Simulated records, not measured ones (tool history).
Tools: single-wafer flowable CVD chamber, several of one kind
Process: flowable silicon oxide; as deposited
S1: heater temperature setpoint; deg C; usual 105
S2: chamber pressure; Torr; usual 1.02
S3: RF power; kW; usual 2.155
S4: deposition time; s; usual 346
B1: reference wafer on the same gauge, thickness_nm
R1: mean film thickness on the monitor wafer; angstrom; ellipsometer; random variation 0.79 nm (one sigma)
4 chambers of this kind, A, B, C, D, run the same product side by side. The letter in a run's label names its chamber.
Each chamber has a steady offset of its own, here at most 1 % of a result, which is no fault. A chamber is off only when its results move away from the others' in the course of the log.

| run | hour | S1 | S2 | S3 | S4 | B1 | R1 |
|---|---|---|---|---|---|---|---|
| 1A | 4.8 | 105 | 1.02 | 2.155 | 346 | 199.07 | 2455.2 |
| 2B | 14.5 | 105 | 1.02 | 2.155 | 346 | 198.90 | 2451.0 |
| 3D | 21.7 | 105 | 1.02 | 2.155 | 346 | 198.99 | 2435.1 |
| 4C | 32.2 | 105 | 1.02 | 2.155 | 346 | 198.91 | 2462.9 |
| 5A | 38.1 | 105 | 1.02 | 2.155 | 346 | 199.23 | 2463.7 |
| 6B | 44.6 | 105 | 1.02 | 2.155 | 346 | 199.04 | 2444.8 |
| 7C | 50.9 | 105 | 1.02 | 2.155 | 346 | 198.95 | 2466.4 |
| 8D | 59.7 | 105 | 1.02 | 2.155 | 346 | 198.92 | 2432.4 |
| 9A | 66.2 | 105 | 1.02 | 2.155 | 346 | 199.15 | 2465.5 |
| 10D | 72.3 | 100 | 1.02 | 2.155 | 346 | 198.82 | 2867.2 |
| 11C | 80.4 | 100 | 1.02 | 2.155 | 346 | 199.09 | 2911.2 |
| 12B | 90.1 | 100 | 1.02 | 2.155 | 346 | 198.90 | 2888.2 |
| 13A | 95.7 | 100 | 1.02 | 2.155 | 346 | 199.03 | 2912.7 |
| 14D | 100.5 | 105 | 1.02 | 2.155 | 346 | 198.99 | 2453.3 |
| 15B | 105.8 | 105 | 1.02 | 2.155 | 346 | 198.99 | 2439.5 |
| 16C | 111.9 | 105 | 1.02 | 2.410 | 346 | 198.97 | 2505.6 |
| 17C | 119.5 | 105 | 1.02 | 2.410 | 346 | 199.07 | 2499.0 |
| 18A | 130.3 | 105 | 1.02 | 2.410 | 346 | 198.87 | 2508.6 |
| 19D | 136.8 | 105 | 1.02 | 2.410 | 346 | 198.85 | 2525.1 |
| 20B | 142.9 | 105 | 1.02 | 2.155 | 346 | 199.06 | 2454.6 |
|  | 151.5 | chamber A: capacitance manometer re-zeroed and calibrated |
| 21C | 152.5 | 105 | 1.02 | 2.155 | 346 | 199.22 | 2468.6 |
| 22D | 159.4 | 105 | 1.02 | 2.155 | 346 | 198.98 | 2490.5 |
|  | 163.6 | chamber C: RF generator calibrated |
| 23A | 168.1 | 105 | 1.02 | 2.155 | 346 | 198.92 | 2445.9 |
| 24B | 173.0 | 105 | 1.02 | 2.155 | 346 | 199.02 | 2443.4 |
| 25C | 181.0 | 105 | 1.02 | 2.155 | 346 | 199.03 | 2457.7 |

Is one chamber off against the others, does the gauge drift, or is nothing wrong? If a chamber is off, say which, and what the likeliest cause is.

Chamber D drifts away from the others.
Cause: wafer temperature below the value expected at the setpoint (K) = 1.
The log may not tell that from: true pressure above the setpoint (%).

Here are 4 candidates for chamber D's next run, each the usual settings with a change, their results left as question marks. Which one brings its results back in line with what the others give on the usual settings?
In line means no further than this from the other chambers' mean on the usual settings: R1 28.0 angstrom
| 26D-1 | 188.8 | 106 | 1.01 | 2.155 | 345 |  | ? |
| 26D-2 | 188.8 | 105 | 1.02 | 2.155 | 353 |  | ? |
| 26D-3 | 188.8 | 105 | 1.02 | 2.145 | 339 |  | ? |
| 26D-4 | 188.8 | 104 | 1.03 | 2.155 | 347 |  | ? |

The other chambers' mean on the usual settings: R1 2456.0 angstrom
| run | R1 |
|---|---|
| 26D-1 | 2392.0 |
| 26D-2 | 2561.6 |
| 26D-3 | 2457.8 |
| 26D-4 | 2635.7 |
26D-3 brings the chamber back in line.
